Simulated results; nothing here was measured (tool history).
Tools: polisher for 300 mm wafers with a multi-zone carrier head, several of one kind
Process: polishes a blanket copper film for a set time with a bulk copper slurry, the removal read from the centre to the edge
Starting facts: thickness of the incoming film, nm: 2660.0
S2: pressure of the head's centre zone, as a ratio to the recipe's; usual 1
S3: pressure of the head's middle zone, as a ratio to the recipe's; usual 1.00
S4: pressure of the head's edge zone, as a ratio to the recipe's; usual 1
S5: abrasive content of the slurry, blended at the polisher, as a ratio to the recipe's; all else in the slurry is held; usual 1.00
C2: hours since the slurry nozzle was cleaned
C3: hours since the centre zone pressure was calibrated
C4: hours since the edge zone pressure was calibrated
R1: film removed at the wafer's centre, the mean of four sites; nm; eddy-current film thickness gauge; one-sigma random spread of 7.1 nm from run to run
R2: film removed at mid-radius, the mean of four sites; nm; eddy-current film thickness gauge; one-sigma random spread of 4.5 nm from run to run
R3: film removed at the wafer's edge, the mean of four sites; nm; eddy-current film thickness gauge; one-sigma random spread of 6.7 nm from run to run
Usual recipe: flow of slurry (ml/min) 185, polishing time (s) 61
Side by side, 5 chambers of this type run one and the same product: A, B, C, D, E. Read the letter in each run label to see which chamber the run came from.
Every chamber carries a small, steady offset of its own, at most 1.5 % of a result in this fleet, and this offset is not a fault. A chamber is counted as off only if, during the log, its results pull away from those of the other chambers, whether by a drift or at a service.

run 1D hour=11.8 | flow_of_slurry_(ml/min)=185 S2=1 S3=1.00 S4=1 S5=1.00 polishing_time_(s)=61 | wafers_polished_on_this_pad=885 C2=910.2 C3=446.8 C4=1270.3 | R1=602.24 R2=602.94 R3=605.31
-- hour=19.3 chamber A: worn pad replaced by a new one
run 2C hour=22.9 | flow_of_slurry_(ml/min)=185 S2=1 S3=1.00 S4=1 S5=1.00 polishing_time_(s)=61 | wafers_polished_on_this_pad=679 C2=600.1 C3=46.8 C4=73.0 | R1=604.97 R2=605.48 R3=598.27
-- hour=24.2 chamber E: edge zone pressure recalibrated
-- hour=25.2 chamber D: worn pad replaced by a new one
run 3E hour=32.6 | flow_of_slurry_(ml/min)=185 S2=1 S3=1.00 S4=1 S5=1.00 polishing_time_(s)=61 | wafers_polished_on_this_pad=732 C2=224.4 C3=171.6 C4=8.4 | R1=584.79 R2=601.32 R3=588.37
-- hour=37.2 chamber D: slurry nozzle cleaned
run 4B hour=41.4 | flow_of_slurry_(ml/min)=185 S2=1 S3=1.00 S4=1 S5=1.00 polishing_time_(s)=61 | wafers_polished_on_this_pad=1007 C2=389.7 C3=263.4 C4=338.3 | R1=597.17 R2=603.12 R3=606.35
-- hour=44.4 chamber E: worn pad replaced by a new one
run 5A hour=52.0 | flow_of_slurry_(ml/min)=185 S2=1 S3=1.00 S4=1 S5=1.00 polishing_time_(s)=61 | wafers_polished_on_this_pad=230 C2=581.4 C3=272.6 C4=673.6 | R1=592.75 R2=607.36 R3=591.36
-- hour=52.9 chamber C: worn pad replaced by a new one
run 6D hour=59.8 | flow_of_slurry_(ml/min)=185 S2=1 S3=1.00 S4=1 S5=1.00 polishing_time_(s)=61 | wafers_polished_on_this_pad=243 C2=22.6 C3=494.8 C4=1318.3 | R1=597.68 R2=600.22 R3=597.73
run 7B hour=69.6 | flow_of_slurry_(ml/min)=185 S2=1 S3=1.00 S4=1 S5=1.00 polishing_time_(s)=61 | wafers_polished_on_this_pad=1205 C2=417.9 C3=291.6 C4=366.5 | R1=610.13 R2=613.97 R3=605.73
run 8E hour=75.1 | flow_of_slurry_(ml/min)=185 S2=1 S3=1.00 S4=1 S5=1.00 polishing_time_(s)=61 | wafers_polished_on_this_pad=216 C2=266.9 C3=214.1 C4=50.9 | R1=589.23 R2=598.02 R3=591.12
-- hour=87.1 chamber B: slurry nozzle cleaned
run 9C hour=87.2 | flow_of_slurry_(ml/min)=185 S2=1 S3=1.00 S4=1 S5=1.00 polishing_time_(s)=61 | wafers_polished_on_this_pad=241 C2=664.4 C3=111.1 C4=137.3 | R1=609.52 R2=605.51 R3=609.74
-- hour=94.5 chamber A: slurry nozzle cleaned
run 10A hour=97.7 | flow_of_slurry_(ml/min)=185 S2=1 S3=1.00 S4=1 S5=1.00 polishing_time_(s)=61 | wafers_polished_on_this_pad=551 C2=3.3 C3=318.3 C4=719.3 | R1=603.21 R2=607.35 R3=593.24
-- hour=99.0 chamber A: worn pad replaced by a new one
run 11A hour=109.4 | flow_of_slurry_(ml/min)=185 S2=1 S3=1.00 S4=1 S5=1.00 polishing_time_(s)=61 | wafers_polished_on_this_pad=73 C2=15.0 C3=330.0 C4=731.0 | R1=596.08 R2=600.31 R3=612.34
run 12C hour=115.5 | flow_of_slurry_(ml/min)=185 S2=1 S3=1.00 S4=1 S5=1.00 polishing_time_(s)=61 | wafers_polished_on_this_pad=440 C2=692.7 C3=139.4 C4=165.6 | R1=608.28 R2=605.32 R3=606.67
run 13E hour=124.7 | flow_of_slurry_(ml/min)=185 S2=1 S3=1.00 S4=1 S5=1.00 polishing_time_(s)=61 | wafers_polished_on_this_pad=564 C2=316.5 C3=263.7 C4=100.5 | R1=589.65 R2=596.82 R3=600.62
run 14D hour=130.6 | flow_of_slurry_(ml/min)=185 S2=1 S3=1.00 S4=1 S5=1.00 polishing_time_(s)=61 | wafers_polished_on_this_pad=741 C2=93.4 C3=565.6 C4=1389.1 | R1=616.33 R2=598.93 R3=599.44
run 15B hour=140.2 | flow_of_slurry_(ml/min)=185 S2=1 S3=1.00 S4=1 S5=1.00 polishing_time_(s)=61 | wafers_polished_on_this_pad=1701 C2=53.1 C3=362.2 C4=437.1 | R1=597.20 R2=599.51 R3=606.07
-- hour=142.3 chamber D: worn pad replaced by a new one
run 16D hour=152.1 | flow_of_slurry_(ml/min)=185 S2=1 S3=1.00 S4=1 S5=1.00 polishing_time_(s)=61 | wafers_polished_on_this_pad=69 C2=114.9 C3=587.1 C4=1410.6 | R1=607.46 R2=598.11 R3=605.19
-- hour=155.1 chamber C: slurry nozzle cleaned
run 17C hour=164.5 | flow_of_slurry_(ml/min)=185 S2=1 S3=1.00 S4=1 S5=1.00 polishing_time_(s)=61 | wafers_polished_on_this_pad=784 C2=9.5 C3=188.4 C4=214.6 | R1=621.06 R2=597.90 R3=590.58
-- hour=173.4 chamber C: worn pad replaced by a new one
run 18A hour=175.8 | flow_of_slurry_(ml/min)=185 S2=1 S3=1.00 S4=1 S5=1.00 polishing_time_(s)=61 | wafers_polished_on_this_pad=540 C2=81.4 C3=396.4 C4=797.4 | R1=595.71 R2=609.63 R3=612.35
-- hour=177.4 chamber A: worn pad replaced by a new one
-- hour=181.1 chamber E: worn pad replaced by a new one
run 19B hour=182.2 | flow_of_slurry_(ml/min)=185 S2=1 S3=1.00 S4=1 S5=1.00 polishing_time_(s)=61 | wafers_polished_on_this_pad=1997 C2=95.1 C3=404.2 C4=479.1 | R1=578.43 R2=590.31 R3=582.29
run 20E hour=191.5 | flow_of_slurry_(ml/min)=185 S2=1 S3=1.00 S4=1 S5=1.00 polishing_time_(s)=61 | wafers_polished_on_this_pad=73 C2=383.3 C3=330.5 C4=167.3 | R1=590.41 R2=592.18 R3=598.57
run 21E hour=202.1 | flow_of_slurry_(ml/min)=185 S2=1 S3=1.00 S4=1 S5=1.00 polishing_time_(s)=61 | wafers_polished_on_this_pad=148 C2=393.9 C3=341.1 C4=177.9 | R1=598.52 R2=608.10 R3=589.20
-- hour=205.7 chamber D: edge zone pressure recalibrated
run 22D hour=208.2 | flow_of_slurry_(ml/min)=185 S2=1 S3=1.00 S4=1 S5=1.00 polishing_time_(s)=61 | wafers_polished_on_this_pad=463 C2=171.0 C3=643.2 C4=2.5 | R1=614.80 R2=605.98 R3=607.43
run 23B hour=213.6 | flow_of_slurry_(ml/min)=185 S2=1 S3=1.00 S4=1 S5=1.00 polishing_time_(s)=61 | wafers_polished_on_this_pad=2217 C2=126.5 C3=435.6 C4=510.5 | R1=578.08 R2=572.64 R3=575.04
run 24C hour=220.3 | flow_of_slurry_(ml/min)=185 S2=1 S3=0.94 S4=1 S5=1.00 polishing_time_(s)=54 | wafers_polished_on_this_pad=330 C2=65.3 C3=244.2 C4=270.4 | R1=542.81 R2=507.38 R3=524.27
run 25A hour=229.3 | flow_of_slurry_(ml/min)=185 S2=1 S3=0.94 S4=1 S5=1.00 polishing_time_(s)=54 | wafers_polished_on_this_pad=365 C2=134.9 C3=449.9 C4=850.9 | R1=530.07 R2=505.70 R3=534.93
run 26A hour=235.2 | flow_of_slurry_(ml/min)=185 S2=1 S3=0.94 S4=1 S5=1.00 polishing_time_(s)=54 | wafers_polished_on_this_pad=406 C2=140.8 C3=455.8 C4=856.8 | R1=536.54 R2=506.98 R3=533.40
run 27D hour=247.6 | flow_of_slurry_(ml/min)=185 S2=1 S3=0.94 S4=1 S5=1.00 polishing_time_(s)=54 | wafers_polished_on_this_pad=740 C2=210.4 C3=682.6 C4=41.9 | R1=539.71 R2=504.21 R3=528.09
run 28B hour=254.8 | flow_of_slurry_(ml/min)=185 S2=1 S3=0.94 S4=1 S5=1.00 polishing_time_(s)=54 | wafers_polished_on_this_pad=2507 C2=167.7 C3=476.8 C4=551.7 | R1=486.32 R2=463.59 R3=489.49
run 29E hour=260.4 | flow_of_slurry_(ml/min)=185 S2=1 S3=1.00 S4=1 S5=1.00 polishing_time_(s)=61 | wafers_polished_on_this_pad=558 C2=452.2 C3=399.4 C4=236.2 | R1=594.89 R2=601.24 R3=596.45
run 30C hour=271.0 | flow_of_slurry_(ml/min)=185 S2=1 S3=1.00 S4=1 S5=1.00 polishing_time_(s)=61 | wafers_polished_on_this_pad=686 C2=116.0 C3=294.9 C4=321.1 | R1=599.56 R2=607.44 R3=602.32
run 31D hour=279.1 | flow_of_slurry_(ml/min)=185 S2=1 S3=1.00 S4=1 S5=1.00 polishing_time_(s)=61 | wafers_polished_on_this_pad=962 C2=241.9 C3=714.1 C4=73.4 | R1=619.63 R2=598.19 R3=606.09
run 32C hour=289.9 | flow_of_slurry_(ml/min)=185 S2=1 S3=1.00 S4=1 S5=1.00 polishing_time_(s)=61 | wafers_polished_on_this_pad=819 C2=134.9 C3=313.8 C4=340.0 | R1=599.04 R2=603.61 R3=592.34
run 33E hour=298.4 | flow_of_slurry_(ml/min)=185 S2=1 S3=1.00 S4=1 S5=1.00 polishing_time_(s)=61 | wafers_polished_on_this_pad=825 C2=490.2 C3=437.4 C4=274.2 | R1=603.04 R2=601.19 R3=587.72

Which is it: a chamber that has drifted or been left off by a service, a gauge drift common to all chambers, or only each chamber's usual small offset? If a chamber is off, name it and its likeliest cause.

Little by little, chamber B moves away from the other chambers.
Most likely cause: removal rate lost through wear of the pad, % = 10.9.
The log may not separate it from: slurry flow missing at the pad, %.

Below are 4 candidate recipes for chamber B's next run, each the usual settings with a change, their results shown as question marks. Which of them brings B's results back in line with what the other chambers give on the usual settings?
Allowed miss from the other chambers' usual-settings mean, per result, to count as in line: R1 25.00 nm; R2 16.00 nm; R3 23.00 nm
run 34B-1 hour=307.3 | flow_of_slurry_(ml/min)=180 S2=1 S3=0.99 S4=1.00 S5=1.00 polishing_time_(s)=55 | R1=? R2=? R3=?
run 34B-2 hour=307.3 | flow_of_slurry_(ml/min)=180 S2=1 S3=0.99 S4=1.00 S5=0.95 polishing_time_(s)=49 | R1=? R2=? R3=?
run 34B-3 hour=307.3 | flow_of_slurry_(ml/min)=190 S2=1 S3=1.00 S4=1.01 S5=1.00 polishing_time_(s)=68 | R1=? R2=? R3=?
run 34B-4 hour=307.3 | flow_of_slurry_(ml/min)=190 S2=1 S3=1.01 S4=1.01 S5=1.05 polishing_time_(s)=76 | R1=? R2=? R3=?

Usual-settings mean across the other chambers: R1 602.31 nm; R2 602.25 nm; R3 599.72 nm
run=34B-1 R1=484.45 R2=477.16 R3=480.85
run=34B-2 R1=426.97 R2=420.55 R3=423.80
run=34B-3 R1=604.73 R2=600.52 R3=601.32
run=34B-4 R1=682.94 R2=684.37 R3=678.94
34B-3 brings the chamber back in line.
